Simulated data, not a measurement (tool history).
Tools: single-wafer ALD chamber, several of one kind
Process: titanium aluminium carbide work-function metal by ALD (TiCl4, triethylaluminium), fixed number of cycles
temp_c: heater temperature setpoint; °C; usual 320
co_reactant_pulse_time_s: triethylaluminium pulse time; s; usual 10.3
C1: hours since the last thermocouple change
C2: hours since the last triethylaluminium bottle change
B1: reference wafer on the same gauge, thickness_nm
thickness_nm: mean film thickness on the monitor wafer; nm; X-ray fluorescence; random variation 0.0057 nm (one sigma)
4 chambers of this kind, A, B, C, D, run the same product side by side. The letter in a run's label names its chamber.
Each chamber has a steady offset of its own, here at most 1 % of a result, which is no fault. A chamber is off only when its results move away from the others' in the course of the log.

run 1B hour=7.7 | temp_c=320 co_reactant_pulse_time_s=10.3 | C1=1551.5 C2=535.2 | B1=2.0398 | thickness_nm=2.1849
run 2C hour=16.5 | temp_c=320 co_reactant_pulse_time_s=10.3 | C1=1004 C2=946.5 | B1=2.0394 | thickness_nm=2.1734
run 3A hour=26.5 | temp_c=320 co_reactant_pulse_time_s=10.3 | C1=137.6 C2=130 | B1=2.0404 | thickness_nm=2.1725
run 4D hour=35.7 | temp_c=320 co_reactant_pulse_time_s=10.3 | C1=724.9 C2=344.8 | B1=2.0395 | thickness_nm=2.1608
run 5B hour=43.4 | temp_c=320 co_reactant_pulse_time_s=10.3 | C1=1587.2 C2=570.9 | B1=2.0389 | thickness_nm=2.1712
run 6C hour=52.5 | temp_c=306 co_reactant_pulse_time_s=8.75 | C1=1040 C2=982.5 | B1=2.0399 | thickness_nm=2.0174
run 7D hour=59.1 | temp_c=306 co_reactant_pulse_time_s=8.75 | C1=748.3 C2=368.2 | B1=2.041 | thickness_nm=1.9925
run 8A hour=68.5 | temp_c=306 co_reactant_pulse_time_s=8.75 | C1=179.6 C2=172 | B1=2.0408 | thickness_nm=2.0043
run 9C hour=76.2 | temp_c=306 co_reactant_pulse_time_s=8.75 | C1=1063.7 C2=1006.2 | B1=2.0403 | thickness_nm=2.0091
run 10D hour=82.7 | temp_c=320 co_reactant_pulse_time_s=10.3 | C1=771.9 C2=391.8 | B1=2.0396 | thickness_nm=2.1657
run 11A hour=87.8 | temp_c=320 co_reactant_pulse_time_s=10.3 | C1=198.9 C2=191.3 | B1=2.0418 | thickness_nm=2.1614
run 12B hour=94.2 | temp_c=320 co_reactant_pulse_time_s=10.3 | C1=1638 C2=621.7 | B1=2.0401 | thickness_nm=2.1804
run 13D hour=101.8 | temp_c=320 co_reactant_pulse_time_s=10.3 | C1=791 C2=410.9 | B1=2.0416 | thickness_nm=2.1521
run 14C hour=107.5 | temp_c=320 co_reactant_pulse_time_s=10.3 | C1=1095 C2=1037.5 | B1=2.0407 | thickness_nm=2.1641
run 15B hour=112.1 | temp_c=320 co_reactant_pulse_time_s=10.3 | C1=1655.9 C2=639.6 | B1=2.0396 | thickness_nm=2.171
run 16A hour=118 | temp_c=320 co_reactant_pulse_time_s=10.3 | C1=229.1 C2=221.5 | B1=2.0389 | thickness_nm=2.1752
run 17D hour=127.6 | temp_c=320 co_reactant_pulse_time_s=10.3 | C1=816.8 C2=436.7 | B1=2.0393 | thickness_nm=2.1414
run 18A hour=134.1 | temp_c=320 co_reactant_pulse_time_s=10.3 | C1=245.2 C2=237.6 | B1=2.0416 | thickness_nm=2.1795
run 19B hour=140.2 | temp_c=315 co_reactant_pulse_time_s=10.3 | C1=1684 C2=667.7 | B1=2.0407 | thickness_nm=2.1324
run 20C hour=148.5 | temp_c=315 co_reactant_pulse_time_s=10.3 | C1=1136 C2=1078.5 | B1=2.0406 | thickness_nm=2.1246
-- hour=156.2 chamber B: triethylaluminium bottle replaced
run 21A hour=156.9 | temp_c=315 co_reactant_pulse_time_s=10.3 | C1=268 C2=260.4 | B1=2.0389 | thickness_nm=2.1301
run 22B hour=164.8 | temp_c=315 co_reactant_pulse_time_s=10.3 | C1=1708.6 C2=8.6 | B1=2.0394 | thickness_nm=2.1387
run 23D hour=171.8 | temp_c=320 co_reactant_pulse_time_s=10.3 | C1=861 C2=480.9 | B1=2.0406 | thickness_nm=2.1283
run 24C hour=176.8 | temp_c=320 co_reactant_pulse_time_s=10.3 | C1=1164.3 C2=1106.8 | B1=2.0397 | thickness_nm=2.1764
run 25C hour=183.2 | temp_c=320 co_reactant_pulse_time_s=10.3 | C1=1170.7 C2=1113.2 | B1=2.0395 | thickness_nm=2.1785
run 26B hour=189.2 | temp_c=320 co_reactant_pulse_time_s=10.3 | C1=1733 C2=33 | B1=2.0411 | thickness_nm=2.1791

What goes on in this fleet: one chamber off, a drifting gauge, or nothing beyond the chambers' own small offsets? Name the chamber and the cause, if any.

Chamber D drifts away from the others.
Cause: wafer temperature below the value expected at the setpoint (K) = 5.
The log may not tell that from: triethylaluminium dose below that of a fresh bottle (%).

Here are 4 candidates for chamber D's next run, each the usual settings with a change, their results left as question marks. Which one brings its results back in line with what the others give on the usual settings?
In line means no further than this from the other chambers' mean on the usual settings: thickness_nm 0.02 nm
run 27D-1 hour=196.4 | temp_c=312 co_reactant_pulse_time_s=8.74 | thickness_nm=?
run 27D-2 hour=196.4 | temp_c=320 co_reactant_pulse_time_s=15.24 | thickness_nm=?
run 27D-3 hour=196.4 | temp_c=316 co_reactant_pulse_time_s=9.43 | thickness_nm=?
run 27D-4 hour=196.4 | temp_c=329 co_reactant_pulse_time_s=11.98 | thickness_nm=?

The other chambers' mean on the usual settings: thickness_nm 2.1748 nm
run=27D-1 thickness_nm=2.0012
run=27D-2 thickness_nm=2.1677
run=27D-3 thickness_nm=2.0583
run=27D-4 thickness_nm=2.2235
27D-2 brings the chamber back in line.

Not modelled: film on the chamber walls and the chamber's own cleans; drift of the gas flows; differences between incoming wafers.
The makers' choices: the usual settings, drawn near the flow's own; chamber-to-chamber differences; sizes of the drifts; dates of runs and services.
